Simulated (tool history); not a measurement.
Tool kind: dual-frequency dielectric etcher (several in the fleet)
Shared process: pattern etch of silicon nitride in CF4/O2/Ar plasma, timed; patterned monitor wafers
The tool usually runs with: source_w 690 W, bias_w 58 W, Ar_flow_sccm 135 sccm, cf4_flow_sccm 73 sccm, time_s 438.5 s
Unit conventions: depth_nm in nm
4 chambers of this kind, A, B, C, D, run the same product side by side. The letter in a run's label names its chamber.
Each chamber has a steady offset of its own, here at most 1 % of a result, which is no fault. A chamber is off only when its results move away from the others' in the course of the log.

run,day,source_w,bias_w,Ar_flow_sccm,cf4_flow_sccm,time_s,"read-back reference wafer on the same gauge, depth_nm",depth_nm
1A,0.246,690,58,135,73,438.5,958.91,1069.60
2D,0.475,690,58,135,73,438.5,959.65,1065.80
# day 0.954: chamber B: CF4 flow controller replaced
3C,0.971,690,58,135,73,438.5,959.08,1076.40
4B,1.350,690,58,135,73,438.5,959.92,1071.30
5A,1.817,690,58,135,73,438.5,960.41,1067.80
6B,2.188,690,58,135,73,438.5,959.62,1077.40
7D,2.454,690,58,135,73,438.5,960.75,1069.40
8C,2.875,690,58,135,73,438.5,959.05,1073.80
9C,3.212,690,58,135,73,438.5,959.88,1075.80
10B,3.483,690,58,135,73,438.5,959.98,1078.60
11A,3.896,690,58,135,73,438.5,959.23,1073.60
# day 4.238: chamber B: wet clean of the chamber
12D,4.346,690,58,135,73,438.5,961.24,1069.50
13D,4.725,690,58,135,73,438.5,959.58,1070.50
14A,5.188,690,67,164,73,438.5,959.91,1109.70
15B,5.654,690,67,164,73,438.5,959.86,1114.10
16C,5.908,690,67,164,73,438.5,960.71,1104.40
# day 6.046: chamber A: wet clean of the chamber
17A,6.396,690,67,164,73,438.5,960.03,1061.10
18B,6.883,690,58,135,73,438.5,959.90,1078.70
19C,7.233,690,58,135,73,438.5,959.27,1071.50
20D,7.638,590,58,135,73,438.5,960.34,938.06
21C,8.104,590,58,135,73,438.5,959.51,939.69
22B,8.450,590,58,135,73,438.5,959.96,941.09
23D,8.838,590,58,135,73,438.5,960.23,933.49
24A,9.275,690,58,135,73,521.5,960.50,1226.70
25A,9.754,690,58,135,73,521.5,960.61,1227.60
26D,10.108,690,58,135,73,521.5,958.73,1265.60
27C,10.546,690,58,135,73,521.5,960.94,1275.50
28B,10.971,690,58,135,73,438.5,959.33,1073.00
29D,11.358,690,58,135,73,438.5,960.34,1062.00
30B,11.604,690,58,135,73,438.5,959.28,1083.20
31C,12.004,690,52,135,87,438.5,960.91,1054.50
32A,12.483,690,52,135,87,438.5,960.76,1010.60
33D,12.888,690,52,135,87,438.5,959.76,1046.30
34B,13.188,690,52,135,87,438.5,959.67,1057.00
35C,13.642,690,58,135,57,438.5,959.65,1034.70
# day 13.925: chamber C: CF4 flow controller replaced
36A,14.062,690,58,135,57,438.5,959.07,989.89
37A,14.571,690,58,135,57,438.5,960.07,998.51
38C,14.812,690,58,135,57,438.5,959.70,1033.80

Is one chamber out of step, is the gauge drifting, or do the chambers differ by no more than their own small offsets? For an off chamber, give its letter and the likeliest cause.

A service left chamber A off against the others.
Cause: etch rate under this chamber's usual, % = 4.18.

Which of the 4 candidates below, each the usual settings with something changed and its results left as question marks, puts chamber A back in line with what the other chambers give on the usual settings?
In line means no further than this from the other chambers' mean on the usual settings: depth_nm 14.00 nm
39A-1,15.179,690,54,139,71,438.5,,?
39A-2,15.179,720,59,134,73,438.5,,?
39A-3,15.179,690,58,135,73,432.0,,?
39A-4,15.179,690,58,135,73,445.5,,?

What the other chambers average on the usual settings: depth_nm 1071.00 nm
run,depth_nm
39A-1,992.53
39A-2,1077.40
39A-3,1015.30
39A-4,1047.10
The answer is 39A-2, which returns the chamber to within the allowed miss of the others.
